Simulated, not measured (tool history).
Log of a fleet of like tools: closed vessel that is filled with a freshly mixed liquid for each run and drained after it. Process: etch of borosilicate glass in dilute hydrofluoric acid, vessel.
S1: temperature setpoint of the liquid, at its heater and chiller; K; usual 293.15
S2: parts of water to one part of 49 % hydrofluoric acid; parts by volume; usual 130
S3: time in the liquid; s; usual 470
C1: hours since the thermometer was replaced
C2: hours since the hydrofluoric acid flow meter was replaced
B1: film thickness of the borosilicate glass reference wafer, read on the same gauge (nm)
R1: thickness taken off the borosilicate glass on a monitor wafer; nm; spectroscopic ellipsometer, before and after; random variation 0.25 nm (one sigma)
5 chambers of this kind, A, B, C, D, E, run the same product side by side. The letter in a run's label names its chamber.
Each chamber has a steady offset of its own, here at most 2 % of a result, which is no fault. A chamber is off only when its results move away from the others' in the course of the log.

Run 1A, hour 4.8: usual settings; C1 601.7; C2 167.5; B1 29.973. Result: R1 56.026 nm.
At hour 5.8: chamber C: hydrofluoric acid flow meter replaced.
Run 2B, hour 8.8: usual settings; C1 306.4; C2 840.8; B1 29.974. Result: R1 55.480 nm.
Run 3D, hour 14.9: usual settings; C1 570.6; C2 885.9; B1 30.032. Result: R1 55.961 nm.
Run 4C, hour 22.3: usual settings; C1 558.0; C2 16.6; B1 30.006. Result: R1 56.022 nm.
Run 5E, hour 30.1: usual settings; C1 1413.4; C2 150.6; B1 29.978. Result: R1 56.709 nm.
Run 6B, hour 37.0: usual settings; C1 334.6; C2 869.0; B1 29.993. Result: R1 55.084 nm.
Run 7A, hour 42.9: usual settings; C1 639.8; C2 205.6; B1 30.009. Result: R1 56.313 nm.
Run 8D, hour 47.5: usual settings; C1 603.2; C2 918.5; B1 30.019. Result: R1 56.407 nm.
Run 9C, hour 51.9: usual settings; C1 587.6; C2 46.2; B1 30.059. Result: R1 55.629 nm.
Run 10E, hour 56.3: usual settings; C1 1439.6; C2 176.8; B1 29.985. Result: R1 56.347 nm.
Run 11E, hour 60.8: usual settings; C1 1444.1; C2 181.3; B1 30.000. Result: R1 56.855 nm.
Run 12C, hour 68.8: usual settings; C1 604.5; C2 63.1; B1 30.007. Result: R1 55.925 nm.
At hour 72.0: chamber D: thermometer replaced.
Run 13D, hour 73.3: usual settings but S2 110 parts by volume, S3 360 s; C1 1.3; C2 944.3; B1 29.986. Result: R1 51.889 nm.
Run 14B, hour 77.8: usual settings but S2 110 parts by volume, S3 360 s; C1 375.4; C2 909.8; B1 29.985. Result: R1 51.467 nm.
Run 15A, hour 85.7: usual settings but S2 110 parts by volume, S3 360 s; C1 682.6; C2 248.4; B1 30.007. Result: R1 51.892 nm.
Run 16E, hour 89.8: usual settings but S2 110 parts by volume, S3 360 s; C1 1473.1; C2 210.3; B1 30.003. Result: R1 52.799 nm.
Run 17B, hour 97.3: usual settings but S2 110 parts by volume, S3 360 s; C1 394.9; C2 929.3; B1 29.961. Result: R1 51.244 nm.
Run 18C, hour 105.4: usual settings; C1 641.1; C2 99.7; B1 29.998. Result: R1 55.671 nm.
Run 19A, hour 110.5: usual settings but S1 290.65 K, S3 350 s; C1 707.4; C2 273.2; B1 29.984. Result: R1 37.722 nm.
Run 20D, hour 118.3: usual settings but S1 290.65 K, S3 350 s; C1 46.3; C2 989.3; B1 29.999. Result: R1 37.756 nm.
Run 21D, hour 123.8: usual settings but S1 290.65 K, S3 350 s; C1 51.8; C2 994.8; B1 29.978. Result: R1 37.677 nm.
Run 22B, hour 129.4: usual settings but S1 290.65 K, S3 350 s; C1 427.0; C2 961.4; B1 29.983. Result: R1 37.514 nm.
Run 23C, hour 133.9: usual settings but S1 290.65 K, S3 350 s; C1 669.6; C2 128.2; B1 30.021. Result: R1 37.667 nm.
Run 24A, hour 137.5: usual settings but S1 291.65 K; C1 734.4; C2 300.2; B1 30.031. Result: R1 52.914 nm.
Run 25E, hour 143.9: usual settings but S1 291.65 K; C1 1527.2; C2 264.4; B1 29.987. Result: R1 54.804 nm.
Run 26B, hour 151.2: usual settings but S1 291.65 K; C1 448.8; C2 983.2; B1 29.967. Result: R1 52.205 nm.
Run 27D, hour 159.1: usual settings but S1 291.65 K; C1 87.1; C2 1030.1; B1 30.033. Result: R1 52.540 nm.
Run 28E, hour 164.0: usual settings but S1 291.65 K; C1 1547.3; C2 284.5; B1 30.000. Result: R1 55.681 nm.
Run 29A, hour 172.0: usual settings but S1 296.15 K, S3 730 s; C1 768.9; C2 334.7; B1 29.979. Result: R1 98.561 nm.
Run 30C, hour 178.6: usual settings but S1 296.15 K, S3 730 s; C1 714.3; C2 172.9; B1 30.021. Result: R1 97.146 nm.
Run 31D, hour 182.7: usual settings but S1 296.15 K, S3 730 s; C1 110.7; C2 1053.7; B1 29.967. Result: R1 98.578 nm.

Is one chamber off against the others, does the gauge drift, or is nothing wrong? If a chamber is off, say which, and what the likeliest cause is.

Chamber E drifts away from the others.
Cause: hydrofluoric acid flow above the setpoint (%) = 5.39.
The log may not tell that from: liquid hotter than its thermometer reads (K).

Here are 4 candidates for chamber E's next run, each the usual settings with a change, their results left as question marks. Which one brings its results back in line with what the others give on the usual settings?
In line means no further than this from the other chambers' mean on the usual settings: R1 0.880 nm
Run 32E-1, hour 188.6: usual settings but S3 440 s. Result: R1 ?.
Run 32E-2, hour 188.6: usual settings but S3 460 s. Result: R1 ?.
Run 32E-3, hour 188.6: usual settings but S3 480 s. Result: R1 ?.
Run 32E-4, hour 188.6: usual settings but S3 505 s. Result: R1 ?.

The other chambers' mean on the usual settings: R1 55.882 nm
  run      R1
32E-1  56.107
32E-2  58.657
32E-3  61.207
32E-4  64.395
32E-1 brings the chamber back in line.

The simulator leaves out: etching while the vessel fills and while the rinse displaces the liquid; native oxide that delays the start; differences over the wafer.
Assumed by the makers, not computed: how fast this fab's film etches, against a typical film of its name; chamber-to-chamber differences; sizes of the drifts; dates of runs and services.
